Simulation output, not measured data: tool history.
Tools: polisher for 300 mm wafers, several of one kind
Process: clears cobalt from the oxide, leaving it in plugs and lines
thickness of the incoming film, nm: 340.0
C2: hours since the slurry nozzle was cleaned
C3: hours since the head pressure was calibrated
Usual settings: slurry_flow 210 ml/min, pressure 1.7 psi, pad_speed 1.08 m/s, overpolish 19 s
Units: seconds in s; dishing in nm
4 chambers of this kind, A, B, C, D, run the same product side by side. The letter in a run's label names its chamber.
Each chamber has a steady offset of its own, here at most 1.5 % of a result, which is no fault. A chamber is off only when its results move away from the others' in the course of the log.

-- day=0.125 chamber B: worn pad replaced by a new one
run 1B day=0.25 | slurry_flow=210 pressure=1.7 pad_speed=1.08 overpolish=19 | wafers_polished_on_this_pad=24 C2=158.3 C3=514.9 | seconds=88.683 dishing=44.647
-- day=0.638 chamber C: worn pad replaced by a new one
-- day=0.671 chamber D: worn pad replaced by a new one
run 2A day=0.704 | slurry_flow=210 pressure=1.7 pad_speed=1.08 overpolish=19 | wafers_polished_on_this_pad=502 C2=190.1 C3=24.6 | seconds=89.754 dishing=43.838
-- day=0.912 chamber A: worn pad replaced by a new one
run 3D day=1.017 | slurry_flow=210 pressure=1.7 pad_speed=1.08 overpolish=19 | wafers_polished_on_this_pad=66 C2=131.3 C3=1038.3 | seconds=89.919 dishing=43.186
run 4C day=1.288 | slurry_flow=210 pressure=1.7 pad_speed=1.08 overpolish=19 | wafers_polished_on_this_pad=124 C2=293.2 C3=486.5 | seconds=89.493 dishing=44.35
run 5D day=1.721 | slurry_flow=210 pressure=1.7 pad_speed=1.08 overpolish=19 | wafers_polished_on_this_pad=201 C2=148.2 C3=1055.2 | seconds=90.204 dishing=44.189
run 6A day=1.996 | slurry_flow=210 pressure=1.7 pad_speed=1.08 overpolish=19 | wafers_polished_on_this_pad=208 C2=221.1 C3=55.6 | seconds=92.157 dishing=44.053
run 7C day=2.342 | slurry_flow=210 pressure=1.5 pad_speed=1.08 overpolish=19 | wafers_polished_on_this_pad=327 C2=318.5 C3=511.8 | seconds=101.28 dishing=40.302
run 8B day=2.675 | slurry_flow=210 pressure=1.5 pad_speed=1.08 overpolish=19 | wafers_polished_on_this_pad=489 C2=216.5 C3=573.1 | seconds=101.55 dishing=41.001
-- day=2.967 chamber B: worn pad replaced by a new one
run 9B day=3.192 | slurry_flow=210 pressure=1.5 pad_speed=1.08 overpolish=19 | wafers_polished_on_this_pad=43 C2=228.9 C3=585.5 | seconds=102.65 dishing=40.645
run 10A day=3.629 | slurry_flow=210 pressure=1.5 pad_speed=1.08 overpolish=19 | wafers_polished_on_this_pad=521 C2=260.3 C3=94.8 | seconds=102.03 dishing=41.201
-- day=3.858 chamber A: worn pad replaced by a new one
run 11C day=4.025 | slurry_flow=210 pressure=1.7 pad_speed=1.08 overpolish=19 | wafers_polished_on_this_pad=650 C2=358.9 C3=552.2 | seconds=88.776 dishing=44.728
run 12D day=4.45 | slurry_flow=210 pressure=1.7 pad_speed=1.08 overpolish=19 | wafers_polished_on_this_pad=725 C2=213.7 C3=1120.7 | seconds=90.667 dishing=43.839
run 13B day=4.733 | slurry_flow=210 pressure=1.7 pad_speed=1.08 overpolish=19 | wafers_polished_on_this_pad=339 C2=265.9 C3=622.5 | seconds=91.723 dishing=43.821
run 14C day=5.188 | slurry_flow=210 pressure=1.7 pad_speed=1.08 overpolish=19 | wafers_polished_on_this_pad=873 C2=386.8 C3=580.1 | seconds=90.579 dishing=43.787
run 15A day=5.588 | slurry_flow=280 pressure=1.3 pad_speed=1.08 overpolish=19 | wafers_polished_on_this_pad=332 C2=307.3 C3=141.8 | seconds=114.65 dishing=38.06
run 16D day=5.854 | slurry_flow=280 pressure=1.3 pad_speed=1.08 overpolish=19 | wafers_polished_on_this_pad=995 C2=247.4 C3=1154.4 | seconds=115.35 dishing=38.649
-- day=5.871 chamber B: worn pad replaced by a new one
-- day=5.975 chamber D: worn pad replaced by a new one
run 17C day=6.254 | slurry_flow=280 pressure=1.3 pad_speed=1.08 overpolish=19 | wafers_polished_on_this_pad=1078 C2=412.4 C3=605.7 | seconds=114.77 dishing=37.712
-- day=6.55 chamber A: worn pad replaced by a new one
run 18A day=6.612 | slurry_flow=280 pressure=1.3 pad_speed=1.08 overpolish=19 | wafers_polished_on_this_pad=12 C2=331.9 C3=166.4 | seconds=114.41 dishing=38.718
run 19B day=7.088 | slurry_flow=210 pressure=1.7 pad_speed=1.08 overpolish=19 | wafers_polished_on_this_pad=233 C2=322.4 C3=679 | seconds=90.521 dishing=43.878
run 20D day=7.462 | slurry_flow=210 pressure=2.1 pad_speed=0.72 overpolish=19 | wafers_polished_on_this_pad=285 C2=286 C3=1193 | seconds=109.82 dishing=39.728
run 21C day=7.783 | slurry_flow=210 pressure=2.1 pad_speed=0.72 overpolish=19 | wafers_polished_on_this_pad=1371 C2=449.1 C3=642.4 | seconds=108.61 dishing=39.457
-- day=7.858 chamber C: worn pad replaced by a new one
-- day=8.133 chamber C: slurry nozzle cleaned
run 22B day=8.242 | slurry_flow=210 pressure=2.1 pad_speed=0.72 overpolish=19 | wafers_polished_on_this_pad=455 C2=350.1 C3=706.7 | seconds=111.18 dishing=39.23
-- day=8.442 chamber D: head pressure recalibrated
run 23D day=8.7 | slurry_flow=210 pressure=2.1 pad_speed=0.72 overpolish=19 | wafers_polished_on_this_pad=523 C2=315.7 C3=6.3 | seconds=120.73 dishing=37.552
-- day=9.158 chamber B: worn pad replaced by a new one
run 24A day=9.171 | slurry_flow=210 pressure=1.7 pad_speed=1.08 overpolish=19 | wafers_polished_on_this_pad=503 C2=393.3 C3=227.8 | seconds=89.656 dishing=45.28
run 25C day=9.542 | slurry_flow=210 pressure=1.7 pad_speed=1.08 overpolish=19 | wafers_polished_on_this_pad=323 C2=33.9 C3=684.6 | seconds=88.528 dishing=44.363
-- day=9.917 chamber A: worn pad replaced by a new one
run 26D day=9.938 | slurry_flow=210 pressure=1.7 pad_speed=1.08 overpolish=19 | wafers_polished_on_this_pad=760 C2=345.4 C3=36 | seconds=99.399 dishing=40.981
run 27B day=10.171 | slurry_flow=210 pressure=1.7 pad_speed=1.08 overpolish=19 | wafers_polished_on_this_pad=194 C2=396.4 C3=753 | seconds=90.012 dishing=44.592
run 28A day=10.654 | slurry_flow=210 pressure=1.7 pad_speed=1.08 overpolish=19 | wafers_polished_on_this_pad=142 C2=428.9 C3=263.4 | seconds=90.869 dishing=43.933
run 29B day=11.1 | slurry_flow=210 pressure=1.7 pad_speed=1.08 overpolish=19 | wafers_polished_on_this_pad=372 C2=418.7 C3=775.3 | seconds=90.059 dishing=44.114
run 30C day=11.429 | slurry_flow=210 pressure=1.7 pad_speed=1.08 overpolish=19 | wafers_polished_on_this_pad=685 C2=79.2 C3=729.9 | seconds=89.684 dishing=44.204
run 31D day=11.779 | slurry_flow=210 pressure=1.7 pad_speed=1.08 overpolish=19 | wafers_polished_on_this_pad=1114 C2=389.6 C3=80.2 | seconds=99.562 dishing=41.602
run 32A day=12.229 | slurry_flow=210 pressure=1.7 pad_speed=1.08 overpolish=10 | wafers_polished_on_this_pad=444 C2=466.7 C3=301.2 | seconds=89.965 dishing=29.18
-- day=12.512 chamber B: worn pad replaced by a new one
run 33C day=12.679 | slurry_flow=210 pressure=1.7 pad_speed=1.08 overpolish=10 | wafers_polished_on_this_pad=925 C2=109.2 C3=759.9 | seconds=90.215 dishing=28.778
run 34B day=13.096 | slurry_flow=210 pressure=1.7 pad_speed=1.08 overpolish=10 | wafers_polished_on_this_pad=112 C2=466.6 C3=823.2 | seconds=91.786 dishing=28.804

Next, every chamber runs the same settings. What will each give?
run 35A day=13.467 | slurry_flow=210 pressure=1.7 pad_speed=0.76 overpolish=19 | seconds=? dishing=?
run 35B day=13.467 | slurry_flow=210 pressure=1.7 pad_speed=0.76 overpolish=19 | seconds=? dishing=?
run 35C day=13.467 | slurry_flow=210 pressure=1.7 pad_speed=0.76 overpolish=19 | seconds=? dishing=?
run 35D day=13.467 | slurry_flow=210 pressure=1.7 pad_speed=0.76 overpolish=19 | seconds=? dishing=?

run=35A seconds=129.61 dishing=35.697
run=35B seconds=127.71 dishing=35.081
run=35C seconds=125.85 dishing=35.703
run=35D seconds=139.51 dishing=33.376

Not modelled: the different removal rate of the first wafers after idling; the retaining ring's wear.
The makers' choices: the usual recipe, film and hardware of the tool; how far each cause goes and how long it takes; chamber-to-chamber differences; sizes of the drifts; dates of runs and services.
